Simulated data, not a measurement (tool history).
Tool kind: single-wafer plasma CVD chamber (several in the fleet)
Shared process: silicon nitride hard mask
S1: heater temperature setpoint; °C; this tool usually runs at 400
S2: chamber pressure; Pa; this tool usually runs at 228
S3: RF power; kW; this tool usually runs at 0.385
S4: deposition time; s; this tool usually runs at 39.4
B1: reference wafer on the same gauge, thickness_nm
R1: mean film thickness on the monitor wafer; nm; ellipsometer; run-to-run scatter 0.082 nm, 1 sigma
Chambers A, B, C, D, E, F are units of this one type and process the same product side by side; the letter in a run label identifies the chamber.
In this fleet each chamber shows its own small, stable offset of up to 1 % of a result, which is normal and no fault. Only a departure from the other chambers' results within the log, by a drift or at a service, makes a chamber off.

Run 1A, hour 7.2: usual settings; B1 51.41. Result: R1 54.719 nm.
Run 2D, hour 12.2: usual settings; B1 51.39. Result: R1 54.049 nm.
Run 3B, hour 19.5: usual settings; B1 51.351. Result: R1 54.516 nm.
Run 4C, hour 28.5: usual settings; B1 51.378. Result: R1 54.373 nm.
Run 5E, hour 36.9: usual settings; B1 51.376. Result: R1 54.418 nm.
Run 6F, hour 43.8: usual settings but S4 45 s; B1 51.382. Result: R1 61.661 nm.
Run 7E, hour 53.3: usual settings but S4 45 s; B1 51.349. Result: R1 62.172 nm.
Run 8F, hour 59.1: usual settings but S4 45 s; B1 51.356. Result: R1 61.773 nm.
Run 9A, hour 65.3: usual settings but S4 45 s; B1 51.335. Result: R1 62.334 nm.
At hour 66.2: chamber F: thermocouple changed; heater temperature recalibrated.
Run 10D, hour 70.8: usual settings but S4 45 s; B1 51.329. Result: R1 61.409 nm.
Run 11C, hour 80.2: usual settings but S4 45 s; B1 51.324. Result: R1 62.195 nm.
Run 12B, hour 88.2: usual settings; B1 51.321. Result: R1 54.2 nm.
Run 13F, hour 95.6: usual settings; B1 51.292. Result: R1 53.895 nm.
Run 14A, hour 104: usual settings; B1 51.281. Result: R1 54.522 nm.
Run 15B, hour 113.6: usual settings; B1 51.27. Result: R1 54.426 nm.
Run 16E, hour 122.3: usual settings; B1 51.277. Result: R1 54.267 nm.
Run 17D, hour 127.6: usual settings; B1 51.27. Result: R1 53.778 nm.
Run 18C, hour 133.3: usual settings but S2 196 Pa, S4 41.8 s; B1 51.293. Result: R1 55.183 nm.
Run 19A, hour 137.8: usual settings but S2 196 Pa, S4 41.8 s; B1 51.261. Result: R1 55.328 nm.
At hour 139.6: chamber A: capacitance manometer re-zeroed and calibrated.
Run 20C, hour 144.6: usual settings but S2 196 Pa, S4 41.8 s; B1 51.266. Result: R1 55.309 nm.
Run 21F, hour 152.9: usual settings but S2 196 Pa, S4 41.8 s; B1 51.252. Result: R1 54.803 nm.
At hour 153: chamber E: RF generator calibrated.
Run 22B, hour 159: usual settings but S2 196 Pa, S4 41.8 s; B1 51.216. Result: R1 55.073 nm.
Run 23D, hour 166.5: usual settings but S2 196 Pa, S4 41.8 s; B1 51.222. Result: R1 54.733 nm.
Run 24E, hour 174.2: usual settings; B1 51.231. Result: R1 54.322 nm.
At hour 176.9: chamber A: RF generator calibrated.
Run 25D, hour 180.8: usual settings but S3 0.345 kW; B1 51.219. Result: R1 50.166 nm.
Run 26F, hour 187.8: usual settings but S3 0.345 kW; B1 51.215. Result: R1 50.172 nm.
Run 27E, hour 193: usual settings but S3 0.345 kW; B1 51.203. Result: R1 50.635 nm.
Run 28A, hour 199.8: usual settings but S3 0.345 kW; B1 51.193. Result: R1 50.95 nm.
Run 29C, hour 206.3: usual settings but S3 0.345 kW; B1 51.223. Result: R1 50.718 nm.
Run 30B, hour 212.5: usual settings but S3 0.345 kW; B1 51.202. Result: R1 50.585 nm.
Run 31F, hour 221.6: usual settings; B1 51.193. Result: R1 53.886 nm.
At hour 223.6: chamber C: thermocouple changed; heater temperature recalibrated.
Run 32B, hour 230.7: usual settings; B1 51.167. Result: R1 54.28 nm.
Run 33E, hour 240.4: usual settings; B1 51.16. Result: R1 54.279 nm.
Run 34D, hour 247.5: usual settings; B1 51.139. Result: R1 53.531 nm.
Run 35C, hour 256: usual settings; B1 51.167. Result: R1 54.335 nm.
Run 36A, hour 262.7: usual settings; B1 51.103. Result: R1 54.444 nm.
Run 37B, hour 270: usual settings but S1 411 °C, S2 279 Pa; B1 51.138. Result: R1 56.785 nm.
Run 38A, hour 276.2: usual settings but S1 411 °C, S2 279 Pa; B1 51.133. Result: R1 57.199 nm.
Run 39D, hour 285.5: usual settings but S1 411 °C, S2 279 Pa; B1 51.11. Result: R1 56.394 nm.
Run 40C, hour 290.8: usual settings but S1 411 °C, S2 279 Pa; B1 51.118. Result: R1 57.012 nm.
Run 41E, hour 299.6: usual settings but S1 411 °C, S2 279 Pa; B1 51.086. Result: R1 57.048 nm.
Run 42F, hour 308.6: usual settings but S1 411 °C, S2 279 Pa; B1 51.088. Result: R1 56.367 nm.

Which is it: a chamber that has drifted or been left off by a service, a gauge drift common to all chambers, or only each chamber's usual small offset? If a chamber is off, name it and its likeliest cause.

Every chamber seems to shift together because the gauge that measures them all drifts; the chambers themselves are fine.
Cause: gauge reads low (%) = 0.616.
